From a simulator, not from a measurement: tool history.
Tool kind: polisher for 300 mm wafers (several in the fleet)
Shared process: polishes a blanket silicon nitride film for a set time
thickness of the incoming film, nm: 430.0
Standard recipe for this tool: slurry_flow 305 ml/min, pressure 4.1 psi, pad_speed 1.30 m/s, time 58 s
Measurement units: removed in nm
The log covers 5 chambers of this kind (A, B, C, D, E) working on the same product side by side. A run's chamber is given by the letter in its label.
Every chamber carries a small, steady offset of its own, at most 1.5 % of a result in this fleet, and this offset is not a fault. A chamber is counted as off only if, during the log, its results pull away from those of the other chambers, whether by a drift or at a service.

| run | hour | slurry_flow | pressure | pad_speed | time | wafers polished on this pad | hours since the slurry nozzle was cleaned | hours since the head pressure was calibrated | removed |
|---|---|---|---|---|---|---|---|---|---|
| 1C | 6.2 | 305 | 4.1 | 1.30 | 58 | 342 | 157.5 | 626.1 | 140.89 |
|  | 8.5 | chamber B: worn pad replaced by a new one |
| 2B | 11.0 | 305 | 4.1 | 1.30 | 58 | 43 | 121.2 | 487.1 | 142.17 |
| 3D | 16.0 | 305 | 4.1 | 1.30 | 58 | 495 | 555.4 | 736.1 | 146.90 |
|  | 17.3 | chamber D: worn pad replaced by a new one |
|  | 21.4 | chamber C: worn pad replaced by a new one |
| 4A | 22.3 | 305 | 4.1 | 1.30 | 58 | 409 | 384.3 | 211.2 | 142.21 |
| 5E | 26.8 | 305 | 4.1 | 1.30 | 58 | 574 | 228.9 | 503.1 | 141.28 |
| 6A | 30.1 | 305 | 4.1 | 1.30 | 58 | 539 | 392.1 | 219.0 | 139.78 |
| 7B | 33.4 | 305 | 4.1 | 1.30 | 58 | 417 | 143.6 | 509.5 | 138.53 |
| 8C | 37.6 | 305 | 4.1 | 1.60 | 67 | 272 | 188.9 | 657.5 | 190.86 |
|  | 39.9 | chamber D: slurry nozzle cleaned |
| 9E | 41.7 | 305 | 4.1 | 1.60 | 67 | 823 | 243.8 | 518.0 | 194.52 |
| 10D | 45.1 | 305 | 4.1 | 1.60 | 67 | 464 | 5.3 | 765.2 | 194.97 |
|  | 46.4 | chamber B: worn pad replaced by a new one |
| 11C | 49.6 | 305 | 4.1 | 1.60 | 67 | 472 | 200.9 | 669.5 | 186.24 |
|  | 53.2 | chamber D: worn pad replaced by a new one |
|  | 53.3 | chamber A: worn pad replaced by a new one |
| 12B | 53.5 | 305 | 4.1 | 1.60 | 67 | 119 | 163.7 | 529.6 | 189.42 |
| 13A | 56.4 | 215 | 3.4 | 1.30 | 58 | 52 | 418.4 | 245.3 | 112.40 |
|  | 62.1 | chamber C: worn pad replaced by a new one |
| 14D | 62.7 | 215 | 3.4 | 1.30 | 58 | 159 | 22.9 | 782.8 | 114.67 |
| 15E | 66.9 | 215 | 3.4 | 1.30 | 58 | 1244 | 269.0 | 543.2 | 112.12 |
|  | 72.6 | chamber E: worn pad replaced by a new one |
| 16A | 73.4 | 215 | 3.4 | 1.30 | 58 | 336 | 435.4 | 262.3 | 111.28 |
| 17B | 76.9 | 215 | 3.4 | 1.30 | 58 | 509 | 187.1 | 553.0 | 116.24 |
|  | 80.2 | chamber B: slurry nozzle cleaned |
|  | 81.1 | chamber B: worn pad replaced by a new one |
|  | 82.2 | chamber C: head pressure recalibrated |
| 18D | 82.3 | 305 | 4.1 | 1.30 | 58 | 486 | 42.5 | 802.4 | 137.26 |
| 19C | 85.6 | 305 | 4.1 | 1.30 | 58 | 394 | 236.9 | 3.5 | 139.90 |
|  | 87.4 | chamber D: worn pad replaced by a new one |
| 20E | 90.7 | 305 | 4.1 | 1.30 | 58 | 302 | 292.8 | 567.0 | 140.39 |
|  | 93.1 | chamber C: slurry nozzle cleaned |
| 21E | 94.9 | 305 | 4.1 | 1.30 | 58 | 373 | 297.0 | 571.2 | 144.89 |
|  | 96.7 | chamber B: head pressure recalibrated |
| 22D | 99.1 | 305 | 4.1 | 1.30 | 58 | 195 | 59.3 | 819.2 | 143.74 |
|  | 103.0 | chamber C: worn pad replaced by a new one |
| 23B | 105.6 | 305 | 4.1 | 1.30 | 58 | 409 | 25.4 | 9.0 | 143.40 |
| 24C | 109.2 | 305 | 4.1 | 1.30 | 58 | 105 | 16.2 | 27.1 | 142.42 |
|  | 110.3 | chamber A: worn pad replaced by a new one |
| 25A | 112.5 | 305 | 4.1 | 1.04 | 78 | 36 | 474.5 | 301.4 | 155.10 |
|  | 113.4 | chamber B: worn pad replaced by a new one |
| 26C | 115.6 | 305 | 4.1 | 1.04 | 78 | 212 | 22.6 | 33.5 | 161.93 |
| 27A | 121.2 | 305 | 4.1 | 1.04 | 78 | 182 | 483.2 | 310.1 | 154.01 |
|  | 121.7 | chamber D: worn pad replaced by a new one |
| 28B | 126.9 | 305 | 4.1 | 1.04 | 78 | 225 | 46.7 | 30.3 | 155.21 |
| 29E | 130.0 | 305 | 4.1 | 1.04 | 78 | 959 | 332.1 | 606.3 | 159.74 |
| 30D | 135.5 | 305 | 4.1 | 1.30 | 58 | 231 | 95.7 | 855.6 | 141.33 |
|  | 140.0 | chamber C: worn pad replaced by a new one |
| 31C | 141.3 | 400 | 5.1 | 1.30 | 58 | 22 | 48.3 | 59.2 | 179.00 |
|  | 143.8 | chamber B: worn pad replaced by a new one |
| 32E | 145.3 | 400 | 5.1 | 1.30 | 58 | 1214 | 347.4 | 621.6 | 179.85 |
| 33D | 151.1 | 400 | 5.1 | 1.30 | 58 | 492 | 111.3 | 871.2 | 181.69 |
|  | 152.3 | chamber E: worn pad replaced by a new one |
| 34B | 154.1 | 400 | 5.1 | 1.30 | 58 | 172 | 73.9 | 57.5 | 178.33 |
| 35A | 157.0 | 400 | 5.1 | 1.30 | 58 | 780 | 519.0 | 345.9 | 174.65 |
| 36A | 162.3 | 200 | 3.5 | 1.30 | 58 | 868 | 524.3 | 351.2 | 113.55 |
| 37E | 167.7 | 200 | 3.5 | 1.30 | 58 | 257 | 369.8 | 644.0 | 116.06 |

Decide between three cases: one chamber stands off from its peers, the gauge reading all wafers drifts, or nothing is wrong past each chamber's small offset. Where a chamber is off, say which and what most likely put it there.

No chamber is off and the gauge is stable; the differences are just each chamber's small, constant offset.
